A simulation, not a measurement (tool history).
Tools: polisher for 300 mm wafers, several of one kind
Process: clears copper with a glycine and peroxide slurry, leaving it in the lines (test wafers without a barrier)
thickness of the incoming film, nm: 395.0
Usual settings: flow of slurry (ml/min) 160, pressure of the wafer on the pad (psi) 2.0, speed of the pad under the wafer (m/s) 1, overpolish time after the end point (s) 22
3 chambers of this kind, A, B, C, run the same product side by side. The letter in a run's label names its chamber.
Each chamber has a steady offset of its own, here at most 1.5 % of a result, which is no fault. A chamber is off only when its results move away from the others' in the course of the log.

run,hour,flow of slurry (ml/min),pressure of the wafer on the pad (psi),speed of the pad under the wafer (m/s),overpolish time after the end point (s),wafers polished on this pad,hours since the slurry nozzle was cleaned,hours since the head pressure was calibrated,time until the end point was called (s),dishing of a wide line in a test structure (Å)
1A,5.2,160,2.0,1,22,562,492.2,752.5,111.13,505.04
2C,8.8,160,2.0,1,22,1228,138.3,895.1,110.66,506.20
3B,13.0,160,2.0,1,22,1260,109.4,195.6,110.97,486.53
4B,17.8,160,2.0,1,22,1296,114.2,200.4,112.00,500.47
# hour 21.4: chamber C: worn pad replaced by a new one
5A,22.0,160,2.0,1,22,690,509.0,769.3,108.93,470.18
6C,25.7,160,2.0,1,22,33,155.2,912.0,115.51,493.00
7A,30.3,160,2.0,1,22,753,517.3,777.6,108.09,508.37
8B,33.1,160,2.0,1,22,1413,129.5,215.7,111.88,482.56
# hour 34.1: chamber B: worn pad replaced by a new one
9C,39.1,160,2.0,1,22,135,168.6,925.4,107.49,515.37
10B,43.8,160,2.0,1,22,74,140.2,226.4,111.49,491.59
11A,46.6,160,2.0,1,22,877,533.6,793.9,114.53,505.58
12C,49.9,160,2.0,1,22,217,179.4,936.2,115.20,521.51
13A,52.8,160,2.0,1,22,925,539.8,800.1,114.74,485.31
# hour 56.4: chamber A: worn pad replaced by a new one
14B,58.1,160,2.0,1,13,183,154.5,240.7,114.92,311.15
15C,61.5,160,2.0,1,13,306,191.0,947.8,113.50,332.53
16A,64.3,160,2.0,1,13,60,551.3,811.6,111.33,313.94
17C,70.3,160,2.0,1,22,373,199.8,956.6,114.60,518.40
18B,73.9,160,2.0,1,22,303,170.3,256.5,112.29,499.94
19B,77.0,160,2.0,1,22,327,173.4,259.6,109.11,500.77
20A,82.8,160,2.0,1,22,201,569.8,830.1,114.58,492.80
21C,88.9,160,2.0,1,22,515,218.4,975.2,116.48,513.78
22B,93.9,160,2.0,1,22,456,190.3,276.5,110.99,504.80
23A,97.6,160,2.0,1,22,314,584.6,844.9,114.53,481.72
# hour 99.6: chamber B: head pressure recalibrated
24C,102.1,160,2.0,1,22,615,231.6,988.4,112.69,499.33
25A,107.4,160,2.0,1,22,389,594.4,854.7,113.49,503.27
26C,111.4,160,2.0,1,22,686,240.9,997.7,112.50,516.11
27B,115.9,200,1.7,1,22,624,212.3,16.4,124.11,455.31
28C,120.4,200,1.7,1,22,755,249.9,1006.7,121.24,469.24
29A,126.6,200,1.7,1,22,535,613.6,873.9,123.81,468.59
30B,130.1,160,2.0,1,22,732,226.5,30.6,114.22,488.47
31B,134.5,160,2.0,1,22,765,230.9,35.0,114.20,502.75
32A,138.4,105,1.7,1,22,625,625.4,885.7,135.69,426.26
33C,142.3,105,1.7,1,22,922,271.8,1028.6,139.58,420.70
34C,147.5,105,1.7,1,22,961,277.0,1033.8,138.90,414.52

All 3 chambers run these settings next. Forecast each chamber's results:
35A,152.0,200,2.0,1,22,,,,?,?
35B,152.0,200,2.0,1,22,,,,?,?
35C,152.0,200,2.0,1,22,,,,?,?

run,time until the end point was called (s),dishing of a wide line in a test structure (Å)
35A,105.94,494.21
35B,109.63,539.25
35C,108.25,537.23
